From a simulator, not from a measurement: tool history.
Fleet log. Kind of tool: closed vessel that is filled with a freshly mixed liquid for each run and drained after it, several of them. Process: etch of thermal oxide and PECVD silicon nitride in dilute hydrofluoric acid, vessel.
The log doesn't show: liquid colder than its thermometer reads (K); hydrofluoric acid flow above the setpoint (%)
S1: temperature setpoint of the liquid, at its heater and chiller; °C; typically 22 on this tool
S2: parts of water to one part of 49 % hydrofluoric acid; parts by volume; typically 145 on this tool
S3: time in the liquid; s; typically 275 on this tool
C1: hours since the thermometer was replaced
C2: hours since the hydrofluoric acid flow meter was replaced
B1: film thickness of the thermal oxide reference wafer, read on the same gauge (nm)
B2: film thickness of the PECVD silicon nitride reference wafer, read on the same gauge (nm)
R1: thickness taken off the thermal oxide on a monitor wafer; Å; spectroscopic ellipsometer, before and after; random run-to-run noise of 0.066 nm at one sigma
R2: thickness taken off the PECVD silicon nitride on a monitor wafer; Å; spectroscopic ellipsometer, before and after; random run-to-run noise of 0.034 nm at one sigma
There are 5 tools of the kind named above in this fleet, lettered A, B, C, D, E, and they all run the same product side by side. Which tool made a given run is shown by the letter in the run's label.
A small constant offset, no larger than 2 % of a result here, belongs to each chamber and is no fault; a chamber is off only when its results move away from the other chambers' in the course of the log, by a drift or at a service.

Run 1C, day 0.171: usual settings; C1 1145.8; C2 1356.7; B1 130.03; B2 150. Result: R1 77.535 Å, R2 32.648 Å.
Run 2A, day 0.288: usual settings; C1 2180.4; C2 1678.7; B1 130.03; B2 149.98. Result: R1 78.585 Å, R2 32.58 Å.
Run 3D, day 0.425: usual settings; C1 543.1; C2 297.5; B1 130.03; B2 150.04. Result: R1 79.961 Å, R2 32.778 Å.
Run 4E, day 0.562: usual settings; C1 875.9; C2 273.1; B1 130.03; B2 150.03. Result: R1 79.543 Å, R2 32.404 Å.
Run 5B, day 0.717: usual settings; C1 490.8; C2 554.4; B1 130; B2 150.01. Result: R1 79.112 Å, R2 32.204 Å.
Run 6A, day 0.846: usual settings; C1 2193.8; C2 1692.1; B1 130.04; B2 149.98. Result: R1 77.177 Å, R2 32.698 Å.
Run 7C, day 0.958: usual settings; C1 1164.7; C2 1375.6; B1 129.99; B2 149.99. Result: R1 79.808 Å, R2 32.609 Å.
Run 8E, day 1.129: usual settings; C1 889.5; C2 286.7; B1 129.99; B2 150.04. Result: R1 79.858 Å, R2 32.942 Å.
Run 9B, day 1.221: usual settings; C1 502.9; C2 566.5; B1 130.05; B2 150.01. Result: R1 77.657 Å, R2 32.302 Å.
Run 10D, day 1.308: usual settings; C1 564.3; C2 318.7; B1 130.05; B2 150.02. Result: R1 81.082 Å, R2 32.914 Å.
Run 11B, day 1.475: usual settings; C1 509; C2 572.6; B1 129.98; B2 149.99. Result: R1 79.426 Å, R2 33.095 Å.
Run 12A, day 1.579: usual settings; C1 2211.4; C2 1709.7; B1 129.99; B2 150.03. Result: R1 77.737 Å, R2 32.719 Å.
Run 13D, day 1.662: usual settings; C1 572.8; C2 327.2; B1 130; B2 149.98. Result: R1 80.164 Å, R2 32.71 Å.
Run 14C, day 1.783: usual settings but S1 26.5 °C, S2 180 parts by volume; C1 1184.5; C2 1395.4; B1 130; B2 149.98. Result: R1 71.722 Å, R2 35.948 Å.
Run 15E, day 1.938: usual settings but S1 26.5 °C, S2 180 parts by volume; C1 908.9; C2 306.1; B1 130.02; B2 150. Result: R1 74.619 Å, R2 35.738 Å.
Run 16D, day 2.054: usual settings but S1 26.5 °C, S2 180 parts by volume; C1 582.2; C2 336.6; B1 130.04; B2 150. Result: R1 74.002 Å, R2 34.597 Å.
At day 2.204: chamber C: thermometer replaced.
Run 17A, day 2.221: usual settings but S1 26.5 °C, S2 180 parts by volume; C1 2226.8; C2 1725.1; B1 129.99; B2 150.01. Result: R1 72.753 Å, R2 34.996 Å.
Run 18E, day 2.325: usual settings but S1 26.5 °C, S2 180 parts by volume; C1 918.2; C2 315.4; B1 130.01; B2 150. Result: R1 77.414 Å, R2 36.334 Å.
Run 19B, day 2.458: usual settings; C1 532.6; C2 596.2; B1 129.98; B2 150.02. Result: R1 77.969 Å, R2 32.606 Å.
Run 20C, day 2.538: usual settings; C1 8; C2 1413.5; B1 130; B2 150.01. Result: R1 78.529 Å, R2 32.058 Å.
Run 21D, day 2.638: usual settings; C1 596.2; C2 350.6; B1 130.02; B2 150.03. Result: R1 78.988 Å, R2 32.783 Å.
Run 22C, day 2.771: usual settings; C1 13.6; C2 1419.1; B1 129.98; B2 150.01. Result: R1 78.819 Å, R2 32.607 Å.
Run 23B, day 2.942: usual settings; C1 544.2; C2 607.8; B1 130.01; B2 149.95. Result: R1 78.478 Å, R2 32.518 Å.
Run 24E, day 3.083: usual settings; C1 936.4; C2 333.6; B1 130.03; B2 150.01. Result: R1 84.929 Å, R2 33.668 Å.
Run 25A, day 3.188: usual settings; C1 2250; C2 1748.3; B1 129.96; B2 150. Result: R1 78.812 Å, R2 32.803 Å.
Run 26E, day 3.283: usual settings; C1 941.2; C2 338.4; B1 130.03; B2 150.02. Result: R1 85.357 Å, R2 34.266 Å.
Run 27B, day 3.388: usual settings; C1 554.9; C2 618.5; B1 129.98; B2 150.03. Result: R1 78.56 Å, R2 32.271 Å.
Run 28D, day 3.554: usual settings but S2 180 parts by volume; C1 618.2; C2 372.6; B1 129.97; B2 149.96. Result: R1 62.95 Å, R2 26.27 Å.
Run 29A, day 3.675: usual settings but S2 180 parts by volume; C1 2261.7; C2 1760; B1 130.02; B2 149.99. Result: R1 59.806 Å, R2 26.579 Å.
Run 30C, day 3.812: usual settings but S2 180 parts by volume; C1 38.6; C2 1444.1; B1 129.97; B2 149.97. Result: R1 60.621 Å, R2 26.295 Å.
Run 31E, day 3.988: usual settings but S2 180 parts by volume; C1 958.1; C2 355.3; B1 130; B2 150.01. Result: R1 67.698 Å, R2 28.38 Å.
Run 32C, day 4.138: usual settings but S2 180 parts by volume; C1 46.4; C2 1451.9; B1 129.97; B2 149.98. Result: R1 60.724 Å, R2 26.282 Å.
Run 33A, day 4.242: usual settings; C1 2275.3; C2 1773.6; B1 129.98; B2 149.98. Result: R1 79.065 Å, R2 32.879 Å.
Run 34B, day 4.392: usual settings but S2 210 parts by volume, S3 195 s; C1 579; C2 642.6; B1 129.99; B2 150. Result: R1 35.877 Å, R2 15.941 Å.
Run 35D, day 4.521: usual settings but S2 210 parts by volume, S3 195 s; C1 641.4; C2 395.8; B1 129.99; B2 150.01. Result: R1 36.576 Å, R2 16.118 Å.

The same settings go to every chamber for the next run, one line per chamber below. Forecast the results for each:
Run 36A, day 4.65: usual settings. Result: R1 ?, R2 ?.
Run 36B, day 4.65: usual settings. Result: R1 ?, R2 ?.
Run 36C, day 4.65: usual settings. Result: R1 ?, R2 ?.
Run 36D, day 4.65: usual settings. Result: R1 ?, R2 ?.
Run 36E, day 4.65: usual settings. Result: R1 ?, R2 ?.

run      R1      R2
36A  78.085  33.206
36B  77.555  32.716
36C  78.599  32.768
36D  79.146  32.856
36E  86.826  35.993
